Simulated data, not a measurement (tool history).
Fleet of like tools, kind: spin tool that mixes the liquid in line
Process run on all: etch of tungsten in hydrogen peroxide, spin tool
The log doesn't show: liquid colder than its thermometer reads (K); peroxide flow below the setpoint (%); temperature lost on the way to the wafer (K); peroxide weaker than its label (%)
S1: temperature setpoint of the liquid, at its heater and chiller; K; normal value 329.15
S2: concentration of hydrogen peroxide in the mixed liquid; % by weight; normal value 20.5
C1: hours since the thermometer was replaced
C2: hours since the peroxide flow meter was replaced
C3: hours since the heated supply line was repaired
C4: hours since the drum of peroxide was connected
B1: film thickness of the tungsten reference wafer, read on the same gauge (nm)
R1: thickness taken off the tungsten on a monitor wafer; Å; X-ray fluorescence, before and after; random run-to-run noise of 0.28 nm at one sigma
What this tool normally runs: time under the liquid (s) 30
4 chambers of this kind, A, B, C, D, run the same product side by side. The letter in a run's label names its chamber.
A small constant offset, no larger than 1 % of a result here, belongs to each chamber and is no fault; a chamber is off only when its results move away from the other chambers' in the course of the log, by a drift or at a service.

run 1A hour=4.4 | S1=329.15 S2=20.5 time_under_the_liquid_(s)=30 | C1=141.1 C2=1387.8 C3=166.1 C4=707.3 | B1=89.986 | R1=694.95
-- hour=5.4 chamber B: peroxide flow meter replaced
run 2D hour=10.7 | S1=329.15 S2=20.5 time_under_the_liquid_(s)=30 | C1=512.7 C2=173.3 C3=1152.5 C4=35.1 | B1=89.989 | R1=692.20
run 3C hour=18.1 | S1=329.15 S2=20.5 time_under_the_liquid_(s)=30 | C1=1049.0 C2=1591.0 C3=1079.8 C4=310.5 | B1=89.968 | R1=697.79
run 4B hour=23.7 | S1=329.15 S2=20.5 time_under_the_liquid_(s)=30 | C1=386.1 C2=18.3 C3=498.9 C4=735.4 | B1=90.016 | R1=693.00
run 5C hour=28.2 | S1=329.15 S2=20.5 time_under_the_liquid_(s)=30 | C1=1059.1 C2=1601.1 C3=1089.9 C4=320.6 | B1=90.001 | R1=700.00
run 6D hour=35.2 | S1=329.15 S2=20.5 time_under_the_liquid_(s)=30 | C1=537.2 C2=197.8 C3=1177.0 C4=59.6 | B1=89.995 | R1=693.30
run 7B hour=39.7 | S1=329.15 S2=20.5 time_under_the_liquid_(s)=30 | C1=402.1 C2=34.3 C3=514.9 C4=751.4 | B1=90.008 | R1=696.62
run 8A hour=44.0 | S1=329.15 S2=20.5 time_under_the_liquid_(s)=30 | C1=180.7 C2=1427.4 C3=205.7 C4=746.9 | B1=89.972 | R1=696.15
run 9D hour=51.8 | S1=329.15 S2=20.5 time_under_the_liquid_(s)=30 | C1=553.8 C2=214.4 C3=1193.6 C4=76.2 | B1=90.000 | R1=695.53
run 10C hour=59.7 | S1=329.15 S2=20.5 time_under_the_liquid_(s)=30 | C1=1090.6 C2=1632.6 C3=1121.4 C4=352.1 | B1=89.997 | R1=700.57
run 11B hour=65.6 | S1=329.15 S2=20.5 time_under_the_liquid_(s)=30 | C1=428.0 C2=60.2 C3=540.8 C4=777.3 | B1=90.017 | R1=690.69
run 12A hour=70.2 | S1=329.15 S2=23.0 time_under_the_liquid_(s)=30 | C1=206.9 C2=1453.6 C3=231.9 C4=773.1 | B1=89.991 | R1=738.97
run 13B hour=76.7 | S1=329.15 S2=23.0 time_under_the_liquid_(s)=30 | C1=439.1 C2=71.3 C3=551.9 C4=788.4 | B1=90.008 | R1=738.07
-- hour=80.1 chamber C: new drum of peroxide connected
run 14D hour=82.8 | S1=329.15 S2=23.0 time_under_the_liquid_(s)=30 | C1=584.8 C2=245.4 C3=1224.6 C4=107.2 | B1=89.996 | R1=733.15
run 15A hour=89.5 | S1=329.15 S2=23.0 time_under_the_liquid_(s)=30 | C1=226.2 C2=1472.9 C3=251.2 C4=792.4 | B1=90.001 | R1=730.57
run 16C hour=93.8 | S1=332.65 S2=20.5 time_under_the_liquid_(s)=15 | C1=1124.7 C2=1666.7 C3=1155.5 C4=13.8 | B1=90.007 | R1=430.61
run 17D hour=98.1 | S1=332.65 S2=20.5 time_under_the_liquid_(s)=15 | C1=600.1 C2=260.7 C3=1239.9 C4=122.5 | B1=89.998 | R1=426.86
-- hour=102.4 chamber C: peroxide flow meter replaced
run 18A hour=104.7 | S1=332.65 S2=20.5 time_under_the_liquid_(s)=15 | C1=241.4 C2=1488.1 C3=266.4 C4=807.6 | B1=90.000 | R1=424.21
run 19B hour=111.3 | S1=332.65 S2=20.5 time_under_the_liquid_(s)=15 | C1=473.7 C2=105.9 C3=586.5 C4=823.0 | B1=90.012 | R1=427.62
run 20C hour=117.2 | S1=329.15 S2=20.5 time_under_the_liquid_(s)=30 | C1=1148.1 C2=14.8 C3=1178.9 C4=37.2 | B1=90.014 | R1=701.01
run 21D hour=122.6 | S1=329.15 S2=20.5 time_under_the_liquid_(s)=30 | C1=624.6 C2=285.2 C3=1264.4 C4=147.0 | B1=89.984 | R1=694.89
run 22A hour=129.6 | S1=329.15 S2=20.5 time_under_the_liquid_(s)=30 | C1=266.3 C2=1513.0 C3=291.3 C4=832.5 | B1=89.990 | R1=686.88
run 23C hour=134.0 | S1=329.15 S2=20.5 time_under_the_liquid_(s)=30 | C1=1164.9 C2=31.6 C3=1195.7 C4=54.0 | B1=89.981 | R1=700.13
run 24B hour=141.8 | S1=329.15 S2=20.5 time_under_the_liquid_(s)=30 | C1=504.2 C2=136.4 C3=617.0 C4=853.5 | B1=89.990 | R1=690.49
run 25B hour=148.6 | S1=329.15 S2=20.5 time_under_the_liquid_(s)=30 | C1=511.0 C2=143.2 C3=623.8 C4=860.3 | B1=89.986 | R1=687.55
run 26A hour=152.2 | S1=329.15 S2=20.5 time_under_the_liquid_(s)=30 | C1=288.9 C2=1535.6 C3=313.9 C4=855.1 | B1=89.982 | R1=682.52
-- hour=155.8 chamber D: heated supply line repaired
run 27C hour=159.8 | S1=329.15 S2=20.5 time_under_the_liquid_(s)=30 | C1=1190.7 C2=57.4 C3=1221.5 C4=79.8 | B1=89.983 | R1=705.02
run 28D hour=167.2 | S1=329.15 S2=20.5 time_under_the_liquid_(s)=30 | C1=669.2 C2=329.8 C3=11.4 C4=191.6 | B1=89.996 | R1=694.79
run 29B hour=173.4 | S1=329.15 S2=20.5 time_under_the_liquid_(s)=30 | C1=535.8 C2=168.0 C3=648.6 C4=885.1 | B1=90.018 | R1=692.38
run 30D hour=178.2 | S1=329.15 S2=20.5 time_under_the_liquid_(s)=30 | C1=680.2 C2=340.8 C3=22.4 C4=202.6 | B1=90.008 | R1=697.89
run 31C hour=186.2 | S1=329.15 S2=20.5 time_under_the_liquid_(s)=30 | C1=1217.1 C2=83.8 C3=1247.9 C4=106.2 | B1=90.003 | R1=704.91
run 32A hour=193.3 | S1=329.15 S2=20.5 time_under_the_liquid_(s)=30 | C1=330.0 C2=1576.7 C3=355.0 C4=896.2 | B1=90.022 | R1=668.13
run 33C hour=200.5 | S1=329.15 S2=20.5 time_under_the_liquid_(s)=30 | C1=1231.4 C2=98.1 C3=1262.2 C4=120.5 | B1=89.995 | R1=697.81
run 34B hour=206.1 | S1=329.15 S2=20.5 time_under_the_liquid_(s)=30 | C1=568.5 C2=200.7 C3=681.3 C4=917.8 | B1=90.029 | R1=691.67
run 35D hour=211.4 | S1=329.15 S2=20.5 time_under_the_liquid_(s)=30 | C1=713.4 C2=374.0 C3=55.6 C4=235.8 | B1=90.024 | R1=693.12
run 36A hour=217.9 | S1=329.15 S2=16.5 time_under_the_liquid_(s)=35 | C1=354.6 C2=1601.3 C3=379.6 C4=920.8 | B1=90.001 | R1=696.55
run 37C hour=222.0 | S1=329.15 S2=16.5 time_under_the_liquid_(s)=35 | C1=1252.9 C2=119.6 C3=1283.7 C4=142.0 | B1=89.992 | R1=734.82

All 4 chambers run these settings next. Forecast each chamber's results:
run 38A hour=227.8 | S1=329.15 S2=20.5 time_under_the_liquid_(s)=30 | R1=?
run 38B hour=227.8 | S1=329.15 S2=20.5 time_under_the_liquid_(s)=30 | R1=?
run 38C hour=227.8 | S1=329.15 S2=20.5 time_under_the_liquid_(s)=30 | R1=?
run 38D hour=227.8 | S1=329.15 S2=20.5 time_under_the_liquid_(s)=30 | R1=?

run=38A R1=663.63
run=38B R1=693.82
run=38C R1=701.14
run=38D R1=692.50

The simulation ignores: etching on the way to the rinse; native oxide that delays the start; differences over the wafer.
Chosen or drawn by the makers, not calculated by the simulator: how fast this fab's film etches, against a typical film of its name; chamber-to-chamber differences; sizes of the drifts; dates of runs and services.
